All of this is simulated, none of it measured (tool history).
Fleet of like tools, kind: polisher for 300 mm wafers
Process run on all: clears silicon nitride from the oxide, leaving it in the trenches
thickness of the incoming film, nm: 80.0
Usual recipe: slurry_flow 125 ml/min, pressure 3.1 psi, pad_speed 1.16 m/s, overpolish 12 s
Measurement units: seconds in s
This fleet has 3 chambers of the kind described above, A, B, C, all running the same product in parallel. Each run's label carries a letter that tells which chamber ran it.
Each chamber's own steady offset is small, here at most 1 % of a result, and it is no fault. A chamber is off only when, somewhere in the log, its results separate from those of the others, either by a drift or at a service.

| run | hour | slurry_flow | pressure | pad_speed | overpolish | wafers polished on this pad | hours since the slurry nozzle was cleaned | hours since the head pressure was calibrated | seconds |
|---|---|---|---|---|---|---|---|---|---|
| 1C | 10.6 | 125 | 3.1 | 1.16 | 12 | 286 | 301.6 | 208.6 | 64.192 |
| 2A | 21.8 | 125 | 3.1 | 1.16 | 12 | 616 | 738.1 | 205.7 | 64.847 |
| 3B | 29.3 | 125 | 3.1 | 1.16 | 12 | 630 | 529.7 | 471.3 | 64.353 |
| 4A | 38.8 | 125 | 3.1 | 1.16 | 12 | 825 | 755.1 | 222.7 | 67.435 |
|  | 46.5 | chamber B: worn pad replaced by a new one |
| 5B | 46.7 | 125 | 3.1 | 1.16 | 12 | 2 | 547.1 | 488.7 | 64.633 |
| 6C | 59.7 | 125 | 3.1 | 1.16 | 12 | 892 | 350.7 | 257.7 | 62.209 |
|  | 61.9 | chamber C: worn pad replaced by a new one |
| 7B | 68.8 | 125 | 3.1 | 1.16 | 12 | 275 | 569.2 | 510.8 | 64.977 |
|  | 74.3 | chamber A: worn pad replaced by a new one |
| 8C | 78.4 | 150 | 3.1 | 1.16 | 16 | 203 | 369.4 | 276.4 | 62.513 |
| 9A | 85 | 150 | 3.1 | 1.16 | 16 | 132 | 801.3 | 268.9 | 62.858 |
| 10B | 98 | 150 | 3.1 | 1.16 | 16 | 635 | 598.4 | 540 | 62.743 |
|  | 98.1 | chamber C: slurry nozzle cleaned |
| 11C | 106.7 | 125 | 3.1 | 1.16 | 12 | 552 | 8.7 | 304.7 | 63.52 |
| 12A | 116 | 125 | 3.1 | 1.16 | 12 | 514 | 832.3 | 299.9 | 64.861 |
| 13C | 124.6 | 125 | 3.1 | 1.16 | 12 | 773 | 26.6 | 322.6 | 64.012 |
|  | 126 | chamber B: worn pad replaced by a new one |
| 14B | 135 | 125 | 3.1 | 1.16 | 12 | 111 | 635.4 | 577 | 66.477 |
|  | 139 | chamber C: worn pad replaced by a new one |
| 15A | 143 | 125 | 3.9 | 1.16 | 12 | 847 | 859.3 | 326.9 | 51.025 |
| 16C | 154.3 | 125 | 3.9 | 1.16 | 12 | 189 | 56.3 | 352.3 | 52.263 |
| 17A | 164.2 | 125 | 3.9 | 1.16 | 12 | 1109 | 880.5 | 348.1 | 50.514 |
| 18B | 172.5 | 125 | 3.1 | 1.16 | 12 | 574 | 672.9 | 614.5 | 63.886 |
| 19B | 181.2 | 125 | 3.1 | 1.16 | 12 | 681 | 681.6 | 623.2 | 64.806 |
|  | 183.8 | chamber A: worn pad replaced by a new one |
| 20A | 189.9 | 125 | 3.1 | 1.16 | 12 | 76 | 906.2 | 373.8 | 65.23 |
| 21C | 198.4 | 125 | 3.1 | 1.16 | 12 | 733 | 100.4 | 396.4 | 64.819 |
|  | 208.4 | chamber B: slurry nozzle cleaned |
|  | 209 | chamber B: worn pad replaced by a new one |
| 22B | 211.8 | 125 | 3.1 | 1.16 | 12 | 35 | 3.4 | 653.8 | 66.137 |
|  | 212.3 | chamber C: worn pad replaced by a new one |
| 23A | 221 | 125 | 3.1 | 1.16 | 12 | 459 | 937.3 | 404.9 | 63.373 |
| 24C | 235.1 | 125 | 3.1 | 1.16 | 12 | 281 | 137.1 | 433.1 | 64.7 |
| 25C | 244.4 | 125 | 3.1 | 1.16 | 12 | 396 | 146.4 | 442.4 | 64.817 |
|  | 250.9 | chamber A: slurry nozzle cleaned |
| 26B | 257.8 | 125 | 3.1 | 1.16 | 12 | 602 | 49.4 | 699.8 | 65.05 |
| 27A | 270.5 | 125 | 3.1 | 1.16 | 12 | 1070 | 19.7 | 454.4 | 61.212 |
|  | 276.6 | chamber B: worn pad replaced by a new one |
| 28B | 284.8 | 125 | 3.1 | 1.16 | 12 | 101 | 76.4 | 726.8 | 65.119 |
|  | 288.1 | chamber A: worn pad replaced by a new one |
|  | 290.1 | chamber C: worn pad replaced by a new one |
| 29C | 294.6 | 125 | 3.1 | 0.9 | 7 | 56 | 196.6 | 492.6 | 84.069 |
| 30A | 309.5 | 125 | 3.1 | 0.9 | 7 | 264 | 58.7 | 493.4 | 76.276 |
| 31B | 319.1 | 125 | 3.1 | 0.9 | 7 | 525 | 110.7 | 761.1 | 86.219 |
| 32A | 329.9 | 125 | 3.1 | 1.16 | 12 | 516 | 79.1 | 513.8 | 59 |
| 33C | 338.7 | 125 | 3.1 | 1.16 | 12 | 600 | 240.7 | 536.7 | 63.745 |
| 34B | 354 | 125 | 3.1 | 1.16 | 12 | 955 | 145.6 | 796 | 65.904 |
| 35A | 362.6 | 125 | 3.1 | 1.16 | 12 | 919 | 111.8 | 546.5 | 60.137 |
| 36C | 372.4 | 125 | 3.1 | 1.16 | 12 | 1015 | 274.4 | 570.4 | 64.529 |
|  | 379.9 | chamber C: worn pad replaced by a new one |
| 37A | 384.8 | 125 | 3.1 | 1.16 | 12 | 1193 | 134 | 568.7 | 57.926 |
| 38C | 396.9 | 125 | 3.1 | 1.16 | 12 | 209 | 298.9 | 594.9 | 66.168 |

Is one chamber off against the others, does the gauge drift, or is nothing wrong? If a chamber is off, say which, and what the likeliest cause is.

Chamber A drifts away from the others.
What lies behind it: head's pressure above its setpoint, % = 11.9.

Here are 4 candidates for chamber A's next run, each the usual settings with a change, their results left as question marks. Which one brings its results back in line with what the others give on the usual settings?
Allowed miss from the other chambers' usual-settings mean, per result, to count as in line: seconds 3.7 s
| 39A-1 | 407.9 | 120 | 2.5 | 1.16 | 12 |  |  |  | ? |
| 39A-2 | 407.9 | 125 | 3.8 | 1.16 | 12 |  |  |  | ? |
| 39A-3 | 407.9 | 125 | 3.1 | 1.3 | 12 |  |  |  | ? |
| 39A-4 | 407.9 | 125 | 2.8 | 1.16 | 12 |  |  |  | ? |

The other chambers' mean on the usual settings: seconds 64.932 s
| run | seconds |
|---|---|
| 39A-1 | 72.07 |
| 39A-2 | 46.873 |
| 39A-3 | 51.316 |
| 39A-4 | 63.74 |
39A-4 puts the chamber back in line with the other chambers.
